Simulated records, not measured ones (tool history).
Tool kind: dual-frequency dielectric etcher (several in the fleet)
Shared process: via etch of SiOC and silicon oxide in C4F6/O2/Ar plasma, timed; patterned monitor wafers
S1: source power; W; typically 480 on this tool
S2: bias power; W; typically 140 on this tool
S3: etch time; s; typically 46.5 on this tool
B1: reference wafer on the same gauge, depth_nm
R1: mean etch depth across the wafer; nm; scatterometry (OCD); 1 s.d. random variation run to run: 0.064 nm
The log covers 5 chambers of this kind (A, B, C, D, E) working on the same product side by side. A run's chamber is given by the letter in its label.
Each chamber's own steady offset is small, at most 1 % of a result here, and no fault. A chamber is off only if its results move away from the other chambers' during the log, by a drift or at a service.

run 1D hour=3.8 | S1=480 S2=140 S3=46.5 | B1=54.513 | R1=52.343
run 2C hour=8.1 | S1=480 S2=140 S3=46.5 | B1=54.475 | R1=52.285
run 3E hour=12.8 | S1=480 S2=140 S3=46.5 | B1=54.487 | R1=52.583
run 4B hour=20.3 | S1=480 S2=140 S3=46.5 | B1=54.457 | R1=52.626
run 5A hour=24.7 | S1=480 S2=140 S3=46.5 | B1=54.455 | R1=51.651
run 6E hour=28.8 | S1=480 S2=140 S3=46.5 | B1=54.445 | R1=52.422
run 7A hour=35.5 | S1=480 S2=140 S3=46.5 | B1=54.424 | R1=51.633
run 8C hour=42.5 | S1=480 S2=140 S3=46.5 | B1=54.425 | R1=52.165
run 9D hour=46.4 | S1=540 S2=140 S3=40 | B1=54.403 | R1=47.166
run 10B hour=49.9 | S1=540 S2=140 S3=40 | B1=54.407 | R1=47.376
run 11C hour=57.1 | S1=540 S2=140 S3=40 | B1=54.406 | R1=47.025
run 12B hour=61.1 | S1=540 S2=140 S3=40 | B1=54.398 | R1=47.272
run 13D hour=67.9 | S1=540 S2=140 S3=40 | B1=54.386 | R1=47.009
run 14A hour=73.3 | S1=480 S2=140 S3=46.5 | B1=54.364 | R1=51.538
run 15E hour=76.9 | S1=480 S2=140 S3=46.5 | B1=54.367 | R1=52.458
run 16E hour=83.4 | S1=480 S2=140 S3=46.5 | B1=54.351 | R1=52.293
run 17B hour=88.5 | S1=440 S2=140 S3=46.5 | B1=54.329 | R1=50.768
run 18A hour=93.8 | S1=440 S2=140 S3=46.5 | B1=54.345 | R1=49.74
run 19D hour=97.2 | S1=440 S2=140 S3=46.5 | B1=54.335 | R1=50.458
run 20C hour=102.6 | S1=440 S2=140 S3=46.5 | B1=54.327 | R1=50.307
run 21B hour=108.7 | S1=440 S2=140 S3=46.5 | B1=54.327 | R1=50.691
run 22E hour=115.1 | S1=480 S2=140 S3=46.5 | B1=54.299 | R1=52.227
run 23D hour=122.5 | S1=480 S2=140 S3=46.5 | B1=54.285 | R1=52.275
run 24C hour=127.1 | S1=480 S2=140 S3=46.5 | B1=54.281 | R1=51.928
run 25A hour=132.4 | S1=480 S2=140 S3=46.5 | B1=54.263 | R1=51.46
run 26D hour=136.5 | S1=480 S2=140 S3=46.5 | B1=54.273 | R1=52.11
run 27C hour=142.5 | S1=480 S2=117 S3=35 | B1=54.26 | R1=37.129
run 28A hour=145.8 | S1=480 S2=117 S3=35 | B1=54.245 | R1=36.645
run 29E hour=151.6 | S1=480 S2=117 S3=35 | B1=54.235 | R1=37.235
run 30B hour=155.4 | S1=480 S2=117 S3=35 | B1=54.23 | R1=37.416

Is one chamber out of step, is the gauge drifting, or do the chambers differ by no more than their own small offsets? For an off chamber, give its letter and the likeliest cause.

The shared gauge is drifting. All chambers look as if they move in step, but none is off.
Likeliest cause: gauge reads low (%) = 0.509.
